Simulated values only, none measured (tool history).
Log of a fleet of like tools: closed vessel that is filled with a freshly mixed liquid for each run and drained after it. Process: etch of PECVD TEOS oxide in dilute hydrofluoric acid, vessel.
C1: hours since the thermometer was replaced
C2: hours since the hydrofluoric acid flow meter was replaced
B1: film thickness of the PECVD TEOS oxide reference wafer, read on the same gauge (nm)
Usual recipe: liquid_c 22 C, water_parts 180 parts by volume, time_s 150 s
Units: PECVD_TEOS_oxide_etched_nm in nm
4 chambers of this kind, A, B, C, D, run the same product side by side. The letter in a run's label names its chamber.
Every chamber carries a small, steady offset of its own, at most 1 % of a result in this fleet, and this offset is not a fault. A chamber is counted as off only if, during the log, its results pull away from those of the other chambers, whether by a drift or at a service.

run 1A hour=4.9 | liquid_c=22 water_parts=180 time_s=150 | C1=893.7 C2=1049.3 | B1=50.001 | PECVD_TEOS_oxide_etched_nm=8.613
run 2D hour=9.3 | liquid_c=22 water_parts=180 time_s=150 | C1=1062 C2=136.6 | B1=49.979 | PECVD_TEOS_oxide_etched_nm=8.7326
run 3C hour=15.7 | liquid_c=22 water_parts=180 time_s=150 | C1=1804.9 C2=1586.7 | B1=50.003 | PECVD_TEOS_oxide_etched_nm=8.6688
run 4B hour=21.8 | liquid_c=22 water_parts=180 time_s=150 | C1=178.1 C2=1167.8 | B1=50.011 | PECVD_TEOS_oxide_etched_nm=8.9315
run 5C hour=27.2 | liquid_c=22 water_parts=180 time_s=150 | C1=1816.4 C2=1598.2 | B1=50.02 | PECVD_TEOS_oxide_etched_nm=8.6292
run 6A hour=31.5 | liquid_c=22 water_parts=180 time_s=150 | C1=920.3 C2=1075.9 | B1=50.015 | PECVD_TEOS_oxide_etched_nm=8.7708
-- hour=31.8 chamber A: thermometer replaced
run 7B hour=34.9 | liquid_c=22 water_parts=180 time_s=150 | C1=191.2 C2=1180.9 | B1=50.005 | PECVD_TEOS_oxide_etched_nm=8.8081
run 8D hour=38.5 | liquid_c=22 water_parts=180 time_s=150 | C1=1091.2 C2=165.8 | B1=50.002 | PECVD_TEOS_oxide_etched_nm=8.5427
run 9D hour=42.1 | liquid_c=22 water_parts=180 time_s=150 | C1=1094.8 C2=169.4 | B1=50.009 | PECVD_TEOS_oxide_etched_nm=8.65
run 10A hour=48.6 | liquid_c=22 water_parts=180 time_s=150 | C1=16.9 C2=1093 | B1=49.982 | PECVD_TEOS_oxide_etched_nm=8.5729
run 11C hour=52.4 | liquid_c=19.5 water_parts=240 time_s=150 | C1=1841.6 C2=1623.4 | B1=50.002 | PECVD_TEOS_oxide_etched_nm=5.5695
run 12B hour=58.2 | liquid_c=19.5 water_parts=240 time_s=150 | C1=214.5 C2=1204.2 | B1=49.969 | PECVD_TEOS_oxide_etched_nm=5.6302
run 13A hour=65 | liquid_c=19.5 water_parts=240 time_s=150 | C1=33.3 C2=1109.4 | B1=50.043 | PECVD_TEOS_oxide_etched_nm=5.5954
run 14B hour=71.4 | liquid_c=19.5 water_parts=240 time_s=150 | C1=227.7 C2=1217.4 | B1=50.003 | PECVD_TEOS_oxide_etched_nm=5.6982
run 15D hour=77.5 | liquid_c=22 water_parts=180 time_s=150 | C1=1130.2 C2=204.8 | B1=50.045 | PECVD_TEOS_oxide_etched_nm=8.2441
run 16C hour=81.5 | liquid_c=22 water_parts=180 time_s=150 | C1=1870.7 C2=1652.5 | B1=49.976 | PECVD_TEOS_oxide_etched_nm=8.5461
run 17B hour=84.4 | liquid_c=22 water_parts=180 time_s=150 | C1=240.7 C2=1230.4 | B1=50.001 | PECVD_TEOS_oxide_etched_nm=8.7807
run 18A hour=89.3 | liquid_c=22 water_parts=180 time_s=205 | C1=57.6 C2=1133.7 | B1=50.002 | PECVD_TEOS_oxide_etched_nm=11.743
run 19C hour=95.4 | liquid_c=22 water_parts=180 time_s=205 | C1=1884.6 C2=1666.4 | B1=50.054 | PECVD_TEOS_oxide_etched_nm=11.96
run 20D hour=100 | liquid_c=22 water_parts=180 time_s=205 | C1=1152.7 C2=227.3 | B1=49.963 | PECVD_TEOS_oxide_etched_nm=11.033
run 21A hour=104 | liquid_c=22 water_parts=180 time_s=205 | C1=72.3 C2=1148.4 | B1=49.999 | PECVD_TEOS_oxide_etched_nm=12.026
run 22B hour=110.6 | liquid_c=22 water_parts=180 time_s=150 | C1=266.9 C2=1256.6 | B1=49.976 | PECVD_TEOS_oxide_etched_nm=8.7054
run 23C hour=113.9 | liquid_c=22 water_parts=180 time_s=150 | C1=1903.1 C2=1684.9 | B1=50.002 | PECVD_TEOS_oxide_etched_nm=8.5596
run 24D hour=117.2 | liquid_c=22 water_parts=180 time_s=150 | C1=1169.9 C2=244.5 | B1=50.008 | PECVD_TEOS_oxide_etched_nm=7.9549
run 25A hour=123.3 | liquid_c=22 water_parts=180 time_s=150 | C1=91.6 C2=1167.7 | B1=49.957 | PECVD_TEOS_oxide_etched_nm=8.7185

Has any chamber moved away from the others, gradually or after a service, or does the common gauge drift, or do the chambers differ only by their own small steady offsets? State the chamber and the most likely cause if one applies.

One chamber, D, drifts off from the rest bit by bit.
Likeliest cause: liquid colder than its thermometer reads (K) = 2.59.
The log may not tell that from: hydrofluoric acid flow below the setpoint (%).

Chamber D could run next with any of the 4 candidate recipes listed below; each alters the usual settings, and their results appear as question marks. Which one brings its results back in line with what the other chambers deliver on the usual settings?
A result is in line if it is within this distance of the other chambers' mean on the usual settings: PECVD_TEOS_oxide_etched_nm 0.24 nm
run 26D-1 hour=128.1 | liquid_c=22 water_parts=165 time_s=150 | PECVD_TEOS_oxide_etched_nm=?
run 26D-2 hour=128.1 | liquid_c=17.5 water_parts=180 time_s=150 | PECVD_TEOS_oxide_etched_nm=?
run 26D-3 hour=128.1 | liquid_c=19.5 water_parts=180 time_s=150 | PECVD_TEOS_oxide_etched_nm=?
run 26D-4 hour=128.1 | liquid_c=22.5 water_parts=155 time_s=150 | PECVD_TEOS_oxide_etched_nm=?

Usual-settings mean across the other chambers: PECVD_TEOS_oxide_etched_nm 8.7004 nm
run=26D-1 PECVD_TEOS_oxide_etched_nm=8.8015
run=26D-2 PECVD_TEOS_oxide_etched_nm=6.6205
run=26D-3 PECVD_TEOS_oxide_etched_nm=7.1921
run=26D-4 PECVD_TEOS_oxide_etched_nm=9.6488
The right change is 26D-1: it brings the chamber back within the allowed miss of the others.
